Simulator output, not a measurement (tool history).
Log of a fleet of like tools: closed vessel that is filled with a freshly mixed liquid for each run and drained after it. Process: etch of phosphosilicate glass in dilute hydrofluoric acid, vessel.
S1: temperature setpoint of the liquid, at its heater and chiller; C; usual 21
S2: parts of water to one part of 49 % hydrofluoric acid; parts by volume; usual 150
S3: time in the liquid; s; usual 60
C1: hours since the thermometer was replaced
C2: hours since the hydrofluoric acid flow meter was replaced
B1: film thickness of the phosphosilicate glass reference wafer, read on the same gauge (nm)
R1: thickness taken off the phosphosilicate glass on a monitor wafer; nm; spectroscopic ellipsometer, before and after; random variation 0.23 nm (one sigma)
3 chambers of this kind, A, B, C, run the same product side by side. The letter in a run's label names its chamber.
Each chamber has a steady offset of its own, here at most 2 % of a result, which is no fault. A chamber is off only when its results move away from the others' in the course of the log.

{"run": "1C", "hour": 5.9, "S1": 21, "S2": 150, "S3": 60, "C1": 2641.5, "C2": 1737.1, "B1": 129.98, "R1": 30.539}
{"run": "2B", "hour": 13.8, "S1": 21, "S2": 150, "S3": 60, "C1": 346, "C2": 960.4, "B1": 130.02, "R1": 31.077}
{"run": "3A", "hour": 22.2, "S1": 21, "S2": 150, "S3": 60, "C1": 589.2, "C2": 391.9, "B1": 130.06, "R1": 31.911}
{"hour": 29.7, "done": "chamber C: thermometer replaced"}
{"run": "4B", "hour": 31.6, "S1": 21, "S2": 150, "S3": 60, "C1": 363.8, "C2": 978.2, "B1": 130.01, "R1": 30.707}
{"run": "5A", "hour": 39.4, "S1": 19.5, "S2": 150, "S3": 85, "C1": 606.4, "C2": 409.1, "B1": 130, "R1": 42.402}
{"run": "6C", "hour": 47.0, "S1": 19.5, "S2": 150, "S3": 85, "C1": 17.3, "C2": 1778.2, "B1": 129.99, "R1": 41.277}
{"run": "7C", "hour": 53.7, "S1": 19.5, "S2": 150, "S3": 85, "C1": 24, "C2": 1784.9, "B1": 130.03, "R1": 41.277}
{"run": "8B", "hour": 58.4, "S1": 21, "S2": 150, "S3": 60, "C1": 390.6, "C2": 1005, "B1": 130.03, "R1": 30.799}
{"run": "9A", "hour": 63.9, "S1": 21, "S2": 150, "S3": 60, "C1": 630.9, "C2": 433.6, "B1": 130, "R1": 31.381}
{"run": "10B", "hour": 70.0, "S1": 21, "S2": 150, "S3": 60, "C1": 402.2, "C2": 1016.6, "B1": 129.99, "R1": 30.888}
{"run": "11C", "hour": 77.3, "S1": 21, "S2": 120, "S3": 60, "C1": 47.6, "C2": 1808.5, "B1": 129.98, "R1": 39.889}
{"run": "12A", "hour": 86.7, "S1": 21, "S2": 120, "S3": 60, "C1": 653.7, "C2": 456.4, "B1": 130, "R1": 41.098}
{"run": "13B", "hour": 95.2, "S1": 21, "S2": 120, "S3": 60, "C1": 427.4, "C2": 1041.8, "B1": 130, "R1": 39.934}
{"run": "14A", "hour": 102.5, "S1": 21, "S2": 150, "S3": 60, "C1": 669.5, "C2": 472.2, "B1": 129.98, "R1": 31.773}
{"run": "15C", "hour": 111.2, "S1": 21, "S2": 150, "S3": 60, "C1": 81.5, "C2": 1842.4, "B1": 129.98, "R1": 31.13}
{"run": "16B", "hour": 120.2, "S1": 21, "S2": 150, "S3": 60, "C1": 452.4, "C2": 1066.8, "B1": 129.97, "R1": 30.825}
{"run": "17A", "hour": 126.6, "S1": 21, "S2": 150, "S3": 60, "C1": 693.6, "C2": 496.3, "B1": 130.01, "R1": 30.887}
{"hour": 132.0, "done": "chamber C: hydrofluoric acid flow meter replaced"}
{"run": "18C", "hour": 135.1, "S1": 21, "S2": 150, "S3": 60, "C1": 105.4, "C2": 3.2, "B1": 129.98, "R1": 31.254}
{"run": "19B", "hour": 139.7, "S1": 21, "S2": 150, "S3": 60, "C1": 471.9, "C2": 1086.3, "B1": 129.97, "R1": 30.881}
{"run": "20A", "hour": 146.7, "S1": 21, "S2": 150, "S3": 60, "C1": 713.7, "C2": 516.4, "B1": 129.99, "R1": 30.687}
{"run": "21C", "hour": 153.4, "S1": 21, "S2": 150, "S3": 60, "C1": 123.7, "C2": 21.5, "B1": 130.01, "R1": 30.864}
{"run": "22A", "hour": 158.3, "S1": 21, "S2": 150, "S3": 60, "C1": 725.3, "C2": 528, "B1": 129.99, "R1": 30.276}
{"run": "23C", "hour": 165.4, "S1": 21, "S2": 150, "S3": 60, "C1": 135.7, "C2": 33.5, "B1": 129.98, "R1": 30.987}
{"run": "24B", "hour": 174.9, "S1": 21, "S2": 150, "S3": 60, "C1": 507.1, "C2": 1121.5, "B1": 130.02, "R1": 30.848}
{"run": "25C", "hour": 179.3, "S1": 21, "S2": 180, "S3": 35, "C1": 149.6, "C2": 47.4, "B1": 130.02, "R1": 14.649}
{"run": "26A", "hour": 187.5, "S1": 21, "S2": 180, "S3": 35, "C1": 754.5, "C2": 557.2, "B1": 130, "R1": 14.155}
{"run": "27B", "hour": 192.5, "S1": 21, "S2": 180, "S3": 35, "C1": 524.7, "C2": 1139.1, "B1": 129.94, "R1": 14.63}
{"run": "28A", "hour": 199.6, "S1": 21, "S2": 150, "S3": 60, "C1": 766.6, "C2": 569.3, "B1": 129.97, "R1": 29.548}
{"run": "29C", "hour": 207.9, "S1": 21, "S2": 150, "S3": 60, "C1": 178.2, "C2": 76, "B1": 130.05, "R1": 31.051}
{"run": "30B", "hour": 214.7, "S1": 21, "S2": 150, "S3": 60, "C1": 546.9, "C2": 1161.3, "B1": 130.02, "R1": 30.959}
{"run": "31C", "hour": 224.5, "S1": 21, "S2": 150, "S3": 60, "C1": 194.8, "C2": 92.6, "B1": 129.99, "R1": 31.299}

What goes on in this fleet: one chamber off, a drifting gauge, or nothing beyond the chambers' own small offsets? Name the chamber and the cause, if any.

Chamber A drifts away from the others.
Cause: liquid colder than its thermometer reads (K) = 2.25.
The log may not tell that from: hydrofluoric acid flow below the setpoint (%).

Here are 4 candidates for chamber A's next run, each the usual settings with a change, their results left as question marks. Which one brings its results back in line with what the others give on the usual settings?
In line means no further than this from the other chambers' mean on the usual settings: R1 0.79 nm
{"run": "32A-1", "hour": 231.6, "S1": 21.5, "S2": 150, "S3": 60, "R1": "?"}
{"run": "32A-2", "hour": 231.6, "S1": 21, "S2": 160, "S3": 60, "R1": "?"}
{"run": "32A-3", "hour": 231.6, "S1": 22.5, "S2": 150, "S3": 60, "R1": "?"}
{"run": "32A-4", "hour": 231.6, "S1": 20.5, "S2": 150, "S3": 60, "R1": "?"}

The other chambers' mean on the usual settings: R1 30.984 nm
run=32A-1 R1=29.592
run=32A-2 R1=26.937
run=32A-3 R1=30.808
run=32A-4 R1=28.4
32A-3 brings the chamber back in line.
